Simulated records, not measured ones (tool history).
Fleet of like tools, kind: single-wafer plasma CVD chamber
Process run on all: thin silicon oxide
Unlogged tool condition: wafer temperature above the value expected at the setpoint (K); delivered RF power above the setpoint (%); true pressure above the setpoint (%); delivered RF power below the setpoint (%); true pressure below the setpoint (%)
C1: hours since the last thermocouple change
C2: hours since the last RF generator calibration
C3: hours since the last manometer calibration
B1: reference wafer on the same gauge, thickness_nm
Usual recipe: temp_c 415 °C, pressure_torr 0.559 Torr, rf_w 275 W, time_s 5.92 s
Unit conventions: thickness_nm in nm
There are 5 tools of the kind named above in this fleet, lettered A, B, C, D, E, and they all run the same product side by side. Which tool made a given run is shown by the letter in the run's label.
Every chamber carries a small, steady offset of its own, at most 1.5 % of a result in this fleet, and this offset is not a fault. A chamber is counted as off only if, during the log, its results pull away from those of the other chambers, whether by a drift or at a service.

{"run": "1A", "hour": 5.7, "temp_c": 415, "pressure_torr": 0.559, "rf_w": 275, "time_s": 5.92, "C1": 1140.5, "C2": 1180.0, "C3": 2810.0, "B1": 8.4, "thickness_nm": 7.1069}
{"run": "2D", "hour": 13.1, "temp_c": 415, "pressure_torr": 0.559, "rf_w": 275, "time_s": 5.92, "C1": 357.7, "C2": 1822.6, "C3": 376.6, "B1": 8.4064, "thickness_nm": 7.1363}
{"run": "3C", "hour": 18.1, "temp_c": 415, "pressure_torr": 0.559, "rf_w": 275, "time_s": 5.92, "C1": 521.0, "C2": 433.9, "C3": 1028.3, "B1": 8.4007, "thickness_nm": 7.1964}
{"run": "4B", "hour": 23.4, "temp_c": 415, "pressure_torr": 0.559, "rf_w": 275, "time_s": 5.92, "C1": 37.0, "C2": 1692.0, "C3": 2279.9, "B1": 8.3969, "thickness_nm": 7.2421}
{"run": "5E", "hour": 27.5, "temp_c": 415, "pressure_torr": 0.559, "rf_w": 275, "time_s": 5.92, "C1": 2038.8, "C2": 1473.7, "C3": 251.1, "B1": 8.4009, "thickness_nm": 7.1677}
{"run": "6E", "hour": 32.4, "temp_c": 415, "pressure_torr": 0.559, "rf_w": 275, "time_s": 5.92, "C1": 2043.7, "C2": 1478.6, "C3": 256.0, "B1": 8.4065, "thickness_nm": 7.1656}
{"run": "7B", "hour": 37.7, "temp_c": 415, "pressure_torr": 0.559, "rf_w": 275, "time_s": 5.92, "C1": 51.3, "C2": 1706.3, "C3": 2294.2, "B1": 8.3946, "thickness_nm": 7.2135}
{"run": "8D", "hour": 43.5, "temp_c": 415, "pressure_torr": 0.559, "rf_w": 275, "time_s": 5.92, "C1": 388.1, "C2": 1853.0, "C3": 407.0, "B1": 8.3994, "thickness_nm": 7.1339}
{"run": "9C", "hour": 48.9, "temp_c": 415, "pressure_torr": 0.559, "rf_w": 250, "time_s": 5.35, "C1": 551.8, "C2": 464.7, "C3": 1059.1, "B1": 8.4037, "thickness_nm": 6.2343}
{"run": "10A", "hour": 53.6, "temp_c": 415, "pressure_torr": 0.559, "rf_w": 250, "time_s": 5.35, "C1": 1188.4, "C2": 1227.9, "C3": 2857.9, "B1": 8.4024, "thickness_nm": 6.1827}
{"run": "11E", "hour": 58.9, "temp_c": 415, "pressure_torr": 0.559, "rf_w": 250, "time_s": 5.35, "C1": 2070.2, "C2": 1505.1, "C3": 282.5, "B1": 8.4002, "thickness_nm": 6.2526}
{"hour": 60.3, "done": "chamber B: capacitance manometer re-zeroed and calibrated"}
{"run": "12A", "hour": 64.5, "temp_c": 415, "pressure_torr": 0.559, "rf_w": 250, "time_s": 5.35, "C1": 1199.3, "C2": 1238.8, "C3": 2868.8, "B1": 8.4113, "thickness_nm": 6.1962}
{"run": "13B", "hour": 68.2, "temp_c": 415, "pressure_torr": 0.559, "rf_w": 250, "time_s": 5.35, "C1": 81.8, "C2": 1736.8, "C3": 8.0, "B1": 8.4081, "thickness_nm": 6.3119}
{"run": "14D", "hour": 73.8, "temp_c": 415, "pressure_torr": 0.559, "rf_w": 275, "time_s": 5.92, "C1": 418.4, "C2": 1883.3, "C3": 437.3, "B1": 8.401, "thickness_nm": 7.2024}
{"run": "15C", "hour": 77.5, "temp_c": 415, "pressure_torr": 0.559, "rf_w": 325, "time_s": 5.92, "C1": 580.4, "C2": 493.3, "C3": 1087.7, "B1": 8.4067, "thickness_nm": 7.6291}
{"run": "16C", "hour": 82.9, "temp_c": 415, "pressure_torr": 0.559, "rf_w": 325, "time_s": 5.92, "C1": 585.8, "C2": 498.7, "C3": 1093.1, "B1": 8.4075, "thickness_nm": 7.6538}
{"run": "17D", "hour": 88.9, "temp_c": 415, "pressure_torr": 0.559, "rf_w": 325, "time_s": 5.92, "C1": 433.5, "C2": 1898.4, "C3": 452.4, "B1": 8.3895, "thickness_nm": 7.6651}
{"hour": 94.9, "done": "chamber E: RF generator calibrated"}
{"run": "18E", "hour": 95.3, "temp_c": 415, "pressure_torr": 0.559, "rf_w": 325, "time_s": 5.92, "C1": 2106.6, "C2": 0.5, "C3": 318.9, "B1": 8.3987, "thickness_nm": 7.7003}
{"run": "19B", "hour": 102.4, "temp_c": 415, "pressure_torr": 0.559, "rf_w": 325, "time_s": 5.92, "C1": 116.0, "C2": 1771.0, "C3": 42.2, "B1": 8.4032, "thickness_nm": 7.7115}
{"hour": 107.7, "done": "chamber A: capacitance manometer re-zeroed and calibrated"}
{"run": "20A", "hour": 109.8, "temp_c": 415, "pressure_torr": 0.559, "rf_w": 275, "time_s": 5.92, "C1": 1244.6, "C2": 1284.1, "C3": 2.2, "B1": 8.4018, "thickness_nm": 7.4897}
{"run": "21C", "hour": 116.0, "temp_c": 415, "pressure_torr": 0.626, "rf_w": 275, "time_s": 6.99, "C1": 618.9, "C2": 531.8, "C3": 1126.2, "B1": 8.3983, "thickness_nm": 9.5201}
{"run": "22B", "hour": 122.4, "temp_c": 415, "pressure_torr": 0.626, "rf_w": 275, "time_s": 6.99, "C1": 136.0, "C2": 1791.0, "C3": 62.2, "B1": 8.3988, "thickness_nm": 9.5668}
{"run": "23A", "hour": 127.4, "temp_c": 415, "pressure_torr": 0.626, "rf_w": 275, "time_s": 6.99, "C1": 1262.2, "C2": 1301.7, "C3": 19.8, "B1": 8.3973, "thickness_nm": 9.9105}
{"run": "24D", "hour": 132.7, "temp_c": 415, "pressure_torr": 0.626, "rf_w": 275, "time_s": 6.99, "C1": 477.3, "C2": 1942.2, "C3": 496.2, "B1": 8.4057, "thickness_nm": 9.5958}
{"run": "25E", "hour": 137.9, "temp_c": 415, "pressure_torr": 0.626, "rf_w": 275, "time_s": 6.99, "C1": 2149.2, "C2": 43.1, "C3": 361.5, "B1": 8.3984, "thickness_nm": 9.5677}
{"run": "26B", "hour": 141.9, "temp_c": 415, "pressure_torr": 0.559, "rf_w": 275, "time_s": 5.92, "C1": 155.5, "C2": 1810.5, "C3": 81.7, "B1": 8.3978, "thickness_nm": 7.26}
{"run": "27A", "hour": 145.4, "temp_c": 415, "pressure_torr": 0.559, "rf_w": 275, "time_s": 5.92, "C1": 1280.2, "C2": 1319.7, "C3": 37.8, "B1": 8.3966, "thickness_nm": 7.4634}
{"run": "28D", "hour": 149.2, "temp_c": 415, "pressure_torr": 0.559, "rf_w": 275, "time_s": 5.92, "C1": 493.8, "C2": 1958.7, "C3": 512.7, "B1": 8.4026, "thickness_nm": 7.1569}
{"run": "29E", "hour": 153.8, "temp_c": 415, "pressure_torr": 0.559, "rf_w": 275, "time_s": 5.92, "C1": 2165.1, "C2": 59.0, "C3": 377.4, "B1": 8.4004, "thickness_nm": 7.1628}
{"run": "30C", "hour": 160.4, "temp_c": 406, "pressure_torr": 0.514, "rf_w": 275, "time_s": 5.92, "C1": 663.3, "C2": 576.2, "C3": 1170.6, "B1": 8.3963, "thickness_nm": 6.5731}
{"run": "31D", "hour": 167.8, "temp_c": 406, "pressure_torr": 0.514, "rf_w": 275, "time_s": 5.92, "C1": 512.4, "C2": 1977.3, "C3": 531.3, "B1": 8.3939, "thickness_nm": 6.5652}
{"run": "32E", "hour": 174.4, "temp_c": 406, "pressure_torr": 0.514, "rf_w": 275, "time_s": 5.92, "C1": 2185.7, "C2": 79.6, "C3": 398.0, "B1": 8.3968, "thickness_nm": 6.5413}
{"run": "33B", "hour": 179.7, "temp_c": 406, "pressure_torr": 0.514, "rf_w": 275, "time_s": 5.92, "C1": 193.3, "C2": 1848.3, "C3": 119.5, "B1": 8.3985, "thickness_nm": 6.6286}
{"run": "34C", "hour": 186.2, "temp_c": 406, "pressure_torr": 0.514, "rf_w": 275, "time_s": 5.92, "C1": 689.1, "C2": 602.0, "C3": 1196.4, "B1": 8.398, "thickness_nm": 6.5653}
{"run": "35A", "hour": 190.9, "temp_c": 415, "pressure_torr": 0.559, "rf_w": 305, "time_s": 5.92, "C1": 1325.7, "C2": 1365.2, "C3": 83.3, "B1": 8.397, "thickness_nm": 7.8111}
{"run": "36E", "hour": 194.3, "temp_c": 415, "pressure_torr": 0.559, "rf_w": 305, "time_s": 5.92, "C1": 2205.6, "C2": 99.5, "C3": 417.9, "B1": 8.4023, "thickness_nm": 7.5066}
{"run": "37A", "hour": 201.3, "temp_c": 415, "pressure_torr": 0.559, "rf_w": 305, "time_s": 5.92, "C1": 1336.1, "C2": 1375.6, "C3": 93.7, "B1": 8.4081, "thickness_nm": 7.8087}
{"run": "38B", "hour": 205.7, "temp_c": 415, "pressure_torr": 0.559, "rf_w": 305, "time_s": 5.92, "C1": 219.3, "C2": 1874.3, "C3": 145.5, "B1": 8.4072, "thickness_nm": 7.5597}
{"run": "39C", "hour": 213.0, "temp_c": 415, "pressure_torr": 0.559, "rf_w": 305, "time_s": 5.92, "C1": 715.9, "C2": 628.8, "C3": 1223.2, "B1": 8.41, "thickness_nm": 7.5118}
{"run": "40D", "hour": 216.6, "temp_c": 408, "pressure_torr": 0.559, "rf_w": 275, "time_s": 5.92, "C1": 561.2, "C2": 2026.1, "C3": 580.1, "B1": 8.4014, "thickness_nm": 7.1725}
{"run": "41C", "hour": 221.3, "temp_c": 408, "pressure_torr": 0.559, "rf_w": 275, "time_s": 5.92, "C1": 724.2, "C2": 637.1, "C3": 1231.5, "B1": 8.4049, "thickness_nm": 7.1646}

One chamber off, gauge drift, or nothing amiss beyond the chambers' own small offsets? If it is a chamber, which one, and what is the likeliest cause?

Chamber A came out of a service off from its peers and stayed that way.
What lies behind it: true pressure above the setpoint (%) = 4.75.

Which of the 4 candidates below, each the usual settings with something changed and its results left as question marks, puts chamber A back in line with what the other chambers give on the usual settings?
In line means no further than this from the other chambers' mean on the usual settings: thickness_nm 0.0950 nm
{"run": "42A-1", "hour": 226.8, "temp_c": 415, "pressure_torr": 0.573, "rf_w": 275, "time_s": 6.01, "thickness_nm": "?"}
{"run": "42A-2", "hour": 226.8, "temp_c": 415, "pressure_torr": 0.559, "rf_w": 275, "time_s": 5.67, "thickness_nm": "?"}
{"run": "42A-3", "hour": 226.8, "temp_c": 415, "pressure_torr": 0.581, "rf_w": 280, "time_s": 6.05, "thickness_nm": "?"}
{"run": "42A-4", "hour": 226.8, "temp_c": 415, "pressure_torr": 0.524, "rf_w": 275, "time_s": 5.92, "thickness_nm": "?"}

The mean the other chambers reach with the usual settings: thickness_nm 7.1801 nm
run=42A-1 thickness_nm=7.7960
run=42A-2 thickness_nm=7.1632
run=42A-3 thickness_nm=8.0248
run=42A-4 thickness_nm=6.9639
The answer is 42A-2, which returns the chamber to within the allowed miss of the others.

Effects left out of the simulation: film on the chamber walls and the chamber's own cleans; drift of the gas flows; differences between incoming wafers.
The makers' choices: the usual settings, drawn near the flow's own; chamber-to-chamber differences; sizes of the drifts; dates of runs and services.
